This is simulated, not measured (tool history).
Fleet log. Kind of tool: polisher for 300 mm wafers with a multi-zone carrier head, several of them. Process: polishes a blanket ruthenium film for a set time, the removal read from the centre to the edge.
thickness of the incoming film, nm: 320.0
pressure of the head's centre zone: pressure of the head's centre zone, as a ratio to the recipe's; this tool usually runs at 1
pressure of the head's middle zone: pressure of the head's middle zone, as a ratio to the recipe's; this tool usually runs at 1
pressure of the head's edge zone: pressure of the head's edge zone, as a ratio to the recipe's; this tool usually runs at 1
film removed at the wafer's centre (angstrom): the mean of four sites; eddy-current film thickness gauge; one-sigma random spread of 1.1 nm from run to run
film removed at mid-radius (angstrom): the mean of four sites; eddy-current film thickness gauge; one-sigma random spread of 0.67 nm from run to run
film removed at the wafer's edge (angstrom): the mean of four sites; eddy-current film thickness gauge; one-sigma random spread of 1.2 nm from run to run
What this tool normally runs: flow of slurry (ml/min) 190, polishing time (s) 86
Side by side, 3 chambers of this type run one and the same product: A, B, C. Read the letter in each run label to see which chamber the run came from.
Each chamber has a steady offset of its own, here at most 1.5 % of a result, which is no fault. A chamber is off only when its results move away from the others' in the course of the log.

run,hour,flow of slurry (ml/min),pressure of the head's centre zone,pressure of the head's middle zone,pressure of the head's edge zone,polishing time (s),wafers polished on this pad,hours since the slurry nozzle was cleaned,hours since the centre zone pressure was calibrated,hours since the edge zone pressure was calibrated,film removed at the wafer's centre (angstrom),film removed at mid-radius (angstrom),film removed at the wafer's edge (angstrom)
1B,2.6,190,1,1,1,86,1005,201.7,974.6,488.8,826.34,810.54,804.48
2C,5.6,190,1,1,1,86,798,253.3,909,21.1,815.66,820.41,796.56
# hour 6.7: chamber B: slurry nozzle cleaned
3A,10,190,1,1,1,86,909,819.7,372.8,148.4,806.61,817.31,797.52
4B,12.8,190,1,1,1,86,1066,6.1,984.8,499,822.58,808.21,812.93
5C,16.5,190,1,1,1,86,864,264.2,919.9,32,802.78,802.67,810.11
6A,20.5,190,1,1,1,86,972,830.2,383.3,158.9,820.12,824.28,808.61
# hour 22.1: chamber C: slurry nozzle cleaned
# hour 23.9: chamber A: worn pad replaced by a new one
7B,24.4,190,1,1,1,86,1136,17.7,996.4,510.6,820.08,804.83,802.77
8C,28.5,190,1,1,1,86,936,6.5,931.9,44,819.44,815.31,799.96
# hour 30.1: chamber B: centre zone pressure recalibrated
9A,33.2,190,1,1,1,86,56,842.9,396,171.6,802.67,812.45,817.68
10C,38,190,1,1,1,86,993,16,941.4,53.5,809.48,804.62,801.06
11B,40.9,145,1,1,1,86,1236,34.2,10.9,527.1,779.79,772.9,775.93
12A,45.1,145,1,1,1,86,128,854.8,407.9,183.5,761.99,777.31,790.2
13A,47.4,145,1,1,1,86,142,857.1,410.2,185.8,774.05,780.54,789.64
14B,51.4,190,1,1,1,86,1299,44.7,21.4,537.6,827.53,802.3,823.72
15C,53.8,190,1,1,1,86,1089,31.8,957.2,69.3,809.84,798.29,803.88
16A,56,190,1,1,1,86,193,865.7,418.8,194.4,810.45,826.5,804.17
17B,60.8,190,1,1,1,86,1356,54.1,30.8,547,801.13,814.37,808.84
18C,64.1,190,1,1,1,86,1151,42.1,967.5,79.6,796.6,797.76,806.62
19C,67,190,1,1,1,86,1168,45,970.4,82.5,807.94,792.54,801.44
20A,71.2,190,1,1,1,86,285,880.9,434,209.6,797.83,815.8,821.39
# hour 72.4: chamber B: worn pad replaced by a new one
21B,74.9,190,1,1,1,86,15,68.2,44.9,561.1,803.52,803.99,802.52
22B,78.8,190,1,1,1,86,38,72.1,48.8,565,832.77,815.44,815.16
23C,81.4,190,1,1,1,86,1255,59.4,984.8,96.9,781.96,790.78,794.89
24A,83.6,190,1,1,1,86,360,893.3,446.4,222,795.68,829.38,805.52
# hour 83.8: chamber A: slurry nozzle cleaned
25C,87.7,190,1,1,1,86,1293,65.7,991.1,103.2,793.87,782.66,777.67
26B,90.3,190,1,1,1,86,108,83.6,60.3,576.5,818.65,808.67,800.85
27A,94.9,190,1,1,1,86,428,11.2,457.7,233.3,810.03,816.94,805.16
28B,97.3,125,1,1,1,62,150,90.6,67.3,583.5,530.46,547.7,558.6
29C,100.9,125,1,1,1,62,1373,78.9,1004.3,116.4,522.81,512.43,527.93
30A,104.4,125,1,1,1,62,485,20.7,467.2,242.8,538.72,544.51,540.27
31A,107.7,190,1,1,1,86,505,24,470.5,246.1,829.96,819.14,817.71
32C,110,190,1,1,1,86,1428,88,1013.4,125.5,789.66,767.6,763.65
33B,113.2,190,1,1,1,86,246,106.5,83.2,599.4,807.95,812.49,798.22
34A,117.6,190,1,1,1,86,565,33.9,480.4,256,811.99,810.69,816.5
35C,120.9,190,1,1,1,86,1494,98.9,1024.3,136.4,785.36,767.05,764.2
36B,125.2,190,1,1,1,86,318,118.5,95.2,611.4,814.35,818.08,816.73
37C,128,190,1,1,1,86,1536,106,1031.4,143.5,760.04,759.19,757.15
38B,131.9,190,1,1,1,86,359,125.2,101.9,618.1,820.9,817.73,816.82
39A,135.6,190,1,1,1,86,674,51.9,498.4,274,807.55,820.48,786.25
40A,139.8,190,1,1,1,86,699,56.1,502.6,278.2,815.07,827.48,802.03
41C,142.5,190,1,1,1,86,1624,120.5,1045.9,158,779.27,755.63,756.72
42B,144.6,190,1,1,1,86,435,137.9,114.6,630.8,814.18,809.9,808.24
43C,148,190,1,1,1,86,1657,126,1051.4,163.5,742.79,747.51,780.05
44B,151.3,190,1,1,1,86,476,144.6,121.3,637.5,830.6,804.48,807.16

Has any chamber moved away from the others, gradually or after a service, or does the common gauge drift, or do the chambers differ only by their own small steady offsets? State the chamber and the most likely cause if one applies.

It is chamber C that slowly wanders off from its peers.
Likeliest cause: removal rate lost through wear of the pad, % = 7.22.

Which of the 4 candidates below, each the usual settings with something changed and its results left as question marks, puts chamber C back in line with what the other chambers give on the usual settings?
Counts as in line when no further than this from what the other chambers average on the usual settings: film removed at the wafer's centre (angstrom) 40; film removed at mid-radius (angstrom) 24; film removed at the wafer's edge (angstrom) 42
45C-1,154.7,190,1,0.99,1,80,,,,,?,?,?
45C-2,154.7,190,1,1,1,84,,,,,?,?,?
45C-3,154.7,190,1,1.01,1,92,,,,,?,?,?
45C-4,154.7,190,1,1,1,88,,,,,?,?,?

What the other chambers average on the usual settings: film removed at the wafer's centre (angstrom) 813.39; film removed at mid-radius (angstrom) 814.19; film removed at the wafer's edge (angstrom) 805.91
run,film removed at the wafer's centre (angstrom),film removed at mid-radius (angstrom),film removed at the wafer's edge (angstrom)
45C-1,705.52,693.03,701.72
45C-2,740.86,734.52,736.7
45C-3,811.48,811.97,806.74
45C-4,776.14,769.5,771.78
45C-3 puts the chamber back in line with the other chambers.
